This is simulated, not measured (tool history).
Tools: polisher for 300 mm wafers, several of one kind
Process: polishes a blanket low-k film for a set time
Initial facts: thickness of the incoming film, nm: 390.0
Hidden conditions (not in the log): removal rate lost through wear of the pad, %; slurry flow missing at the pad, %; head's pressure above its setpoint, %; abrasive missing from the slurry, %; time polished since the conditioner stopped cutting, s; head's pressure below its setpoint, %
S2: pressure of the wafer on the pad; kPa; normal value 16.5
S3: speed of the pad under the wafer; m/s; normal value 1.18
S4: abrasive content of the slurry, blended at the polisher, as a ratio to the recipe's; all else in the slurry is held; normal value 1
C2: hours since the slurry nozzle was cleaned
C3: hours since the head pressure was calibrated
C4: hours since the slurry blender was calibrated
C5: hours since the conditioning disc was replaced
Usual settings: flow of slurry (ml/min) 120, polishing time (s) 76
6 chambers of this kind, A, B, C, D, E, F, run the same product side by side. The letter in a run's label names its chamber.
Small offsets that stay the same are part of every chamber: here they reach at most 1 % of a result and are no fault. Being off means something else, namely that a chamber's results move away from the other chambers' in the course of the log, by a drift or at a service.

{"hour": 2.1, "done": "chamber C: slurry nozzle cleaned"}
{"hour": 6.9, "done": "chamber F: conditioning disc replaced and pad reconditioned"}
{"run": "1C", "hour": 9.2, "flow of slurry (ml/min)": 120, "S2": 16.5, "S3": 1.18, "S4": 1, "polishing time (s)": 76, "wafers polished on this pad": 211, "C2": 7.2, "C3": 81.3, "C4": 102.3, "C5": 312.8, "film removed (Å)": 360.71}
{"hour": 12.2, "done": "chamber B: worn pad replaced by a new one"}
{"run": "2E", "hour": 16.0, "flow of slurry (ml/min)": 120, "S2": 16.5, "S3": 1.18, "S4": 1, "polishing time (s)": 76, "wafers polished on this pad": 185, "C2": 322.6, "C3": 392.1, "C4": 163.8, "C5": 77.5, "film removed (Å)": 365.62}
{"run": "3B", "hour": 22.9, "flow of slurry (ml/min)": 120, "S2": 16.5, "S3": 1.18, "S4": 1, "polishing time (s)": 76, "wafers polished on this pad": 98, "C2": 302.7, "C3": 645.2, "C4": 35.2, "C5": 39.9, "film removed (Å)": 356.15}
{"hour": 27.2, "done": "chamber A: worn pad replaced by a new one"}
{"run": "4D", "hour": 30.4, "flow of slurry (ml/min)": 120, "S2": 16.5, "S3": 1.18, "S4": 1, "polishing time (s)": 76, "wafers polished on this pad": 1055, "C2": 209.4, "C3": 351.3, "C4": 162.0, "C5": 95.8, "film removed (Å)": 360.41}
{"run": "5F", "hour": 34.9, "flow of slurry (ml/min)": 120, "S2": 16.5, "S3": 1.18, "S4": 1, "polishing time (s)": 76, "wafers polished on this pad": 415, "C2": 98.5, "C3": 275.8, "C4": 150.8, "C5": 28.0, "film removed (Å)": 370.68}
{"run": "6A", "hour": 43.9, "flow of slurry (ml/min)": 120, "S2": 16.5, "S3": 1.18, "S4": 1, "polishing time (s)": 76, "wafers polished on this pad": 153, "C2": 282.8, "C3": 1070.6, "C4": 152.6, "C5": 321.7, "film removed (Å)": 356.15}
{"hour": 45.6, "done": "chamber D: worn pad replaced by a new one"}
{"run": "7B", "hour": 51.1, "flow of slurry (ml/min)": 120, "S2": 16.5, "S3": 1.18, "S4": 1, "polishing time (s)": 76, "wafers polished on this pad": 355, "C2": 330.9, "C3": 673.4, "C4": 63.4, "C5": 68.1, "film removed (Å)": 364.23}
{"run": "8D", "hour": 57.1, "flow of slurry (ml/min)": 120, "S2": 16.5, "S3": 1.18, "S4": 1, "polishing time (s)": 76, "wafers polished on this pad": 105, "C2": 236.1, "C3": 378.0, "C4": 188.7, "C5": 122.5, "film removed (Å)": 359.18}
{"hour": 58.2, "done": "chamber D: slurry blender recalibrated"}
{"run": "9A", "hour": 64.9, "flow of slurry (ml/min)": 120, "S2": 16.5, "S3": 1.18, "S4": 1, "polishing time (s)": 76, "wafers polished on this pad": 345, "C2": 303.8, "C3": 1091.6, "C4": 173.6, "C5": 342.7, "film removed (Å)": 358.67}
{"run": "10E", "hour": 70.7, "flow of slurry (ml/min)": 120, "S2": 16.5, "S3": 1.18, "S4": 1, "polishing time (s)": 76, "wafers polished on this pad": 685, "C2": 377.3, "C3": 446.8, "C4": 218.5, "C5": 132.2, "film removed (Å)": 368.83}
{"hour": 72.0, "done": "chamber F: worn pad replaced by a new one"}
{"hour": 74.1, "done": "chamber C: worn pad replaced by a new one"}
{"run": "11F", "hour": 75.1, "flow of slurry (ml/min)": 120, "S2": 16.5, "S3": 1.18, "S4": 1, "polishing time (s)": 76, "wafers polished on this pad": 29, "C2": 138.7, "C3": 316.0, "C4": 191.0, "C5": 68.2, "film removed (Å)": 365.89}
{"run": "12C", "hour": 80.2, "flow of slurry (ml/min)": 120, "S2": 16.5, "S3": 1.18, "S4": 1, "polishing time (s)": 76, "wafers polished on this pad": 55, "C2": 78.2, "C3": 152.3, "C4": 173.3, "C5": 383.8, "film removed (Å)": 366.24}
{"hour": 81.3, "done": "chamber A: slurry blender recalibrated"}
{"hour": 81.6, "done": "chamber B: worn pad replaced by a new one"}
{"hour": 82.5, "done": "chamber D: conditioning disc replaced and pad reconditioned"}
{"run": "13D", "hour": 85.8, "flow of slurry (ml/min)": 120, "S2": 16.5, "S3": 1.18, "S4": 1, "polishing time (s)": 76, "wafers polished on this pad": 368, "C2": 264.8, "C3": 406.7, "C4": 27.6, "C5": 3.3, "film removed (Å)": 360.61}
{"run": "14A", "hour": 91.1, "flow of slurry (ml/min)": 120, "S2": 16.5, "S3": 1.18, "S4": 1, "polishing time (s)": 76, "wafers polished on this pad": 584, "C2": 330.0, "C3": 1117.8, "C4": 9.9, "C5": 368.9, "film removed (Å)": 365.0}
{"hour": 92.3, "done": "chamber E: worn pad replaced by a new one"}
{"hour": 97.6, "done": "chamber A: head pressure recalibrated"}
{"run": "15C", "hour": 98.0, "flow of slurry (ml/min)": 120, "S2": 16.5, "S3": 1.18, "S4": 1, "polishing time (s)": 76, "wafers polished on this pad": 218, "C2": 96.0, "C3": 170.1, "C4": 191.1, "C5": 401.6, "film removed (Å)": 362.1}
{"run": "16F", "hour": 103.0, "flow of slurry (ml/min)": 120, "S2": 16.5, "S3": 1.18, "S4": 1, "polishing time (s)": 76, "wafers polished on this pad": 284, "C2": 166.6, "C3": 343.9, "C4": 218.9, "C5": 96.1, "film removed (Å)": 371.96}
{"run": "17E", "hour": 111.6, "flow of slurry (ml/min)": 120, "S2": 16.5, "S3": 1.18, "S4": 1, "polishing time (s)": 76, "wafers polished on this pad": 176, "C2": 418.2, "C3": 487.7, "C4": 259.4, "C5": 173.1, "film removed (Å)": 356.98}
{"run": "18B", "hour": 118.3, "flow of slurry (ml/min)": 120, "S2": 16.5, "S3": 1.18, "S4": 1, "polishing time (s)": 76, "wafers polished on this pad": 335, "C2": 398.1, "C3": 740.6, "C4": 130.6, "C5": 135.3, "film removed (Å)": 358.99}
{"run": "19A", "hour": 124.4, "flow of slurry (ml/min)": 120, "S2": 16.5, "S3": 1.18, "S4": 1, "polishing time (s)": 76, "wafers polished on this pad": 888, "C2": 363.3, "C3": 26.8, "C4": 43.2, "C5": 402.2, "film removed (Å)": 392.41}
{"run": "20E", "hour": 132.3, "flow of slurry (ml/min)": 120, "S2": 16.5, "S3": 1.18, "S4": 1, "polishing time (s)": 76, "wafers polished on this pad": 366, "C2": 438.9, "C3": 508.4, "C4": 280.1, "C5": 193.8, "film removed (Å)": 360.98}
{"hour": 133.5, "done": "chamber B: conditioning disc replaced and pad reconditioned"}
{"run": "21C", "hour": 140.4, "flow of slurry (ml/min)": 120, "S2": 16.5, "S3": 1.18, "S4": 1, "polishing time (s)": 76, "wafers polished on this pad": 606, "C2": 138.4, "C3": 212.5, "C4": 233.5, "C5": 444.0, "film removed (Å)": 365.26}
{"run": "22B", "hour": 149.1, "flow of slurry (ml/min)": 120, "S2": 16.5, "S3": 1.18, "S4": 1, "polishing time (s)": 76, "wafers polished on this pad": 617, "C2": 428.9, "C3": 771.4, "C4": 161.4, "C5": 15.7, "film removed (Å)": 362.69}
{"run": "23D", "hour": 156.9, "flow of slurry (ml/min)": 120, "S2": 16.5, "S3": 1.18, "S4": 1, "polishing time (s)": 76, "wafers polished on this pad": 1017, "C2": 335.9, "C3": 477.8, "C4": 98.7, "C5": 74.4, "film removed (Å)": 359.36}
{"hour": 157.9, "done": "chamber B: worn pad replaced by a new one"}
{"run": "24F", "hour": 163.2, "flow of slurry (ml/min)": 120, "S2": 16.5, "S3": 1.18, "S4": 1, "polishing time (s)": 76, "wafers polished on this pad": 834, "C2": 226.8, "C3": 404.1, "C4": 279.1, "C5": 156.3, "film removed (Å)": 360.09}
{"hour": 165.4, "done": "chamber F: worn pad replaced by a new one"}
{"hour": 165.5, "done": "chamber C: worn pad replaced by a new one"}
{"hour": 169.4, "done": "chamber E: slurry blender recalibrated"}
{"hour": 170.4, "done": "chamber D: worn pad replaced by a new one"}
{"run": "25D", "hour": 170.6, "flow of slurry (ml/min)": 120, "S2": 16.5, "S3": 1.18, "S4": 1, "polishing time (s)": 76, "wafers polished on this pad": 2, "C2": 349.6, "C3": 491.5, "C4": 112.4, "C5": 88.1, "film removed (Å)": 361.93}
{"hour": 176.1, "done": "chamber F: slurry nozzle cleaned"}
{"run": "26E", "hour": 177.4, "flow of slurry (ml/min)": 120, "S2": 16.5, "S3": 1.18, "S4": 1, "polishing time (s)": 76, "wafers polished on this pad": 778, "C2": 484.0, "C3": 553.5, "C4": 8.0, "C5": 238.9, "film removed (Å)": 363.37}
{"run": "27F", "hour": 182.4, "flow of slurry (ml/min)": 120, "S2": 16.5, "S3": 1.18, "S4": 1, "polishing time (s)": 76, "wafers polished on this pad": 155, "C2": 6.3, "C3": 423.3, "C4": 298.3, "C5": 175.5, "film removed (Å)": 365.47}
{"run": "28C", "hour": 188.9, "flow of slurry (ml/min)": 120, "S2": 16.5, "S3": 1.18, "S4": 1, "polishing time (s)": 76, "wafers polished on this pad": 213, "C2": 186.9, "C3": 261.0, "C4": 282.0, "C5": 492.5, "film removed (Å)": 371.24}
{"hour": 190.7, "done": "chamber A: worn pad replaced by a new one"}
{"hour": 193.2, "done": "chamber C: conditioning disc replaced and pad reconditioned"}
{"run": "29A", "hour": 195.4, "flow of slurry (ml/min)": 120, "S2": 16.5, "S3": 1.18, "S4": 1, "polishing time (s)": 76, "wafers polished on this pad": 43, "C2": 434.3, "C3": 97.8, "C4": 114.2, "C5": 473.2, "film removed (Å)": 394.59}
{"hour": 199.7, "done": "chamber C: slurry blender recalibrated"}
{"run": "30B", "hour": 200.6, "flow of slurry (ml/min)": 120, "S2": 16.5, "S3": 1.18, "S4": 1, "polishing time (s)": 76, "wafers polished on this pad": 390, "C2": 480.4, "C3": 822.9, "C4": 212.9, "C5": 67.2, "film removed (Å)": 360.48}
{"hour": 201.8, "done": "chamber E: worn pad replaced by a new one"}
{"run": "31E", "hour": 207.1, "flow of slurry (ml/min)": 120, "S2": 16.5, "S3": 1.18, "S4": 1, "polishing time (s)": 76, "wafers polished on this pad": 49, "C2": 513.7, "C3": 583.2, "C4": 37.7, "C5": 268.6, "film removed (Å)": 353.91}
{"hour": 214.7, "done": "chamber D: slurry blender recalibrated"}
{"run": "32B", "hour": 216.0, "flow of slurry (ml/min)": 120, "S2": 16.5, "S3": 1.18, "S4": 1, "polishing time (s)": 76, "wafers polished on this pad": 531, "C2": 495.8, "C3": 838.3, "C4": 228.3, "C5": 82.6, "film removed (Å)": 365.02}
{"hour": 218.8, "done": "chamber F: head pressure recalibrated"}
{"run": "33F", "hour": 221.3, "flow of slurry (ml/min)": 120, "S2": 16.5, "S3": 1.18, "S4": 1, "polishing time (s)": 76, "wafers polished on this pad": 511, "C2": 45.2, "C3": 2.5, "C4": 337.2, "C5": 214.4, "film removed (Å)": 364.81}
{"hour": 223.1, "done": "chamber B: worn pad replaced by a new one"}
{"run": "34D", "hour": 230.6, "flow of slurry (ml/min)": 120, "S2": 16.5, "S3": 1.18, "S4": 1, "polishing time (s)": 76, "wafers polished on this pad": 550, "C2": 409.6, "C3": 551.5, "C4": 16.0, "C5": 148.1, "film removed (Å)": 359.12}
{"run": "35A", "hour": 240.1, "flow of slurry (ml/min)": 120, "S2": 16.5, "S3": 1.18, "S4": 1, "polishing time (s)": 97, "wafers polished on this pad": 452, "C2": 479.0, "C3": 142.5, "C4": 158.9, "C5": 517.9, "film removed (Å)": 509.76}
{"hour": 241.1, "done": "chamber D: conditioning disc replaced and pad reconditioned"}
{"run": "36C", "hour": 248.9, "flow of slurry (ml/min)": 120, "S2": 16.5, "S3": 1.18, "S4": 1, "polishing time (s)": 97, "wafers polished on this pad": 762, "C2": 246.9, "C3": 321.0, "C4": 49.3, "C5": 55.7, "film removed (Å)": 461.9}
{"hour": 252.0, "done": "chamber C: worn pad replaced by a new one"}
{"run": "37C", "hour": 257.2, "flow of slurry (ml/min)": 120, "S2": 16.5, "S3": 1.18, "S4": 1, "polishing time (s)": 97, "wafers polished on this pad": 48, "C2": 255.2, "C3": 329.3, "C4": 57.6, "C5": 64.0, "film removed (Å)": 469.91}
{"hour": 262.3, "done": "chamber E: conditioning disc replaced and pad reconditioned"}
{"run": "38A", "hour": 265.7, "flow of slurry (ml/min)": 120, "S2": 16.5, "S3": 1.18, "S4": 1, "polishing time (s)": 97, "wafers polished on this pad": 686, "C2": 504.6, "C3": 168.1, "C4": 184.5, "C5": 543.5, "film removed (Å)": 496.24}
{"hour": 266.6, "done": "chamber F: slurry blender recalibrated"}
{"hour": 270.0, "done": "chamber F: worn pad replaced by a new one"}
{"run": "39D", "hour": 271.6, "flow of slurry (ml/min)": 120, "S2": 16.5, "S3": 1.18, "S4": 1, "polishing time (s)": 97, "wafers polished on this pad": 925, "C2": 450.6, "C3": 592.5, "C4": 57.0, "C5": 30.6, "film removed (Å)": 464.38}
{"hour": 277.3, "done": "chamber B: conditioning disc replaced and pad reconditioned"}
{"run": "40B", "hour": 278.7, "flow of slurry (ml/min)": 120, "S2": 16.5, "S3": 1.18, "S4": 1, "polishing time (s)": 97, "wafers polished on this pad": 509, "C2": 558.5, "C3": 901.0, "C4": 291.0, "C5": 1.5, "film removed (Å)": 459.94}
{"run": "41E", "hour": 282.7, "flow of slurry (ml/min)": 120, "S2": 16.5, "S3": 1.5, "S4": 1, "polishing time (s)": 65, "wafers polished on this pad": 740, "C2": 589.3, "C3": 658.8, "C4": 113.3, "C5": 20.4, "film removed (Å)": 372.74}
{"run": "42F", "hour": 287.7, "flow of slurry (ml/min)": 120, "S2": 16.5, "S3": 1.5, "S4": 1, "polishing time (s)": 65, "wafers polished on this pad": 162, "C2": 111.6, "C3": 68.9, "C4": 21.2, "C5": 280.8, "film removed (Å)": 383.33}

Is one chamber out of step, is the gauge drifting, or do the chambers differ by no more than their own small offsets? For an off chamber, give its letter and the likeliest cause.

A service left chamber A off against the others.
Cause: head's pressure above its setpoint, % = 7.78.

Here are 4 candidates for chamber A's next run, each the usual settings with a change, their results left as question marks. Which one brings its results back in line with what the others give on the usual settings?
A result is in line if it is within this distance of the other chambers' mean on the usual settings: film removed (Å) 13.00
{"run": "43A-1", "hour": 294.5, "flow of slurry (ml/min)": 120, "S2": 15.9, "S3": 1.12, "S4": 1.0, "polishing time (s)": 72, "film removed (Å)": "?"}
{"run": "43A-2", "hour": 294.5, "flow of slurry (ml/min)": 120, "S2": 15.9, "S3": 1.18, "S4": 1.0, "polishing time (s)": 73, "film removed (Å)": "?"}
{"run": "43A-3", "hour": 294.5, "flow of slurry (ml/min)": 120, "S2": 16.5, "S3": 1.26, "S4": 1.05, "polishing time (s)": 82, "film removed (Å)": "?"}
{"run": "43A-4", "hour": 294.5, "flow of slurry (ml/min)": 120, "S2": 16.5, "S3": 1.28, "S4": 1.0, "polishing time (s)": 76, "film removed (Å)": "?"}

Mean of the other chambers on the usual settings: film removed (Å) 362.19
run=43A-1 film_removed_(Å)=339.46
run=43A-2 film_removed_(Å)=358.98
run=43A-3 film_removed_(Å)=453.55
run=43A-4 film_removed_(Å)=416.31
The answer is 43A-2, which returns the chamber to within the allowed miss of the others.

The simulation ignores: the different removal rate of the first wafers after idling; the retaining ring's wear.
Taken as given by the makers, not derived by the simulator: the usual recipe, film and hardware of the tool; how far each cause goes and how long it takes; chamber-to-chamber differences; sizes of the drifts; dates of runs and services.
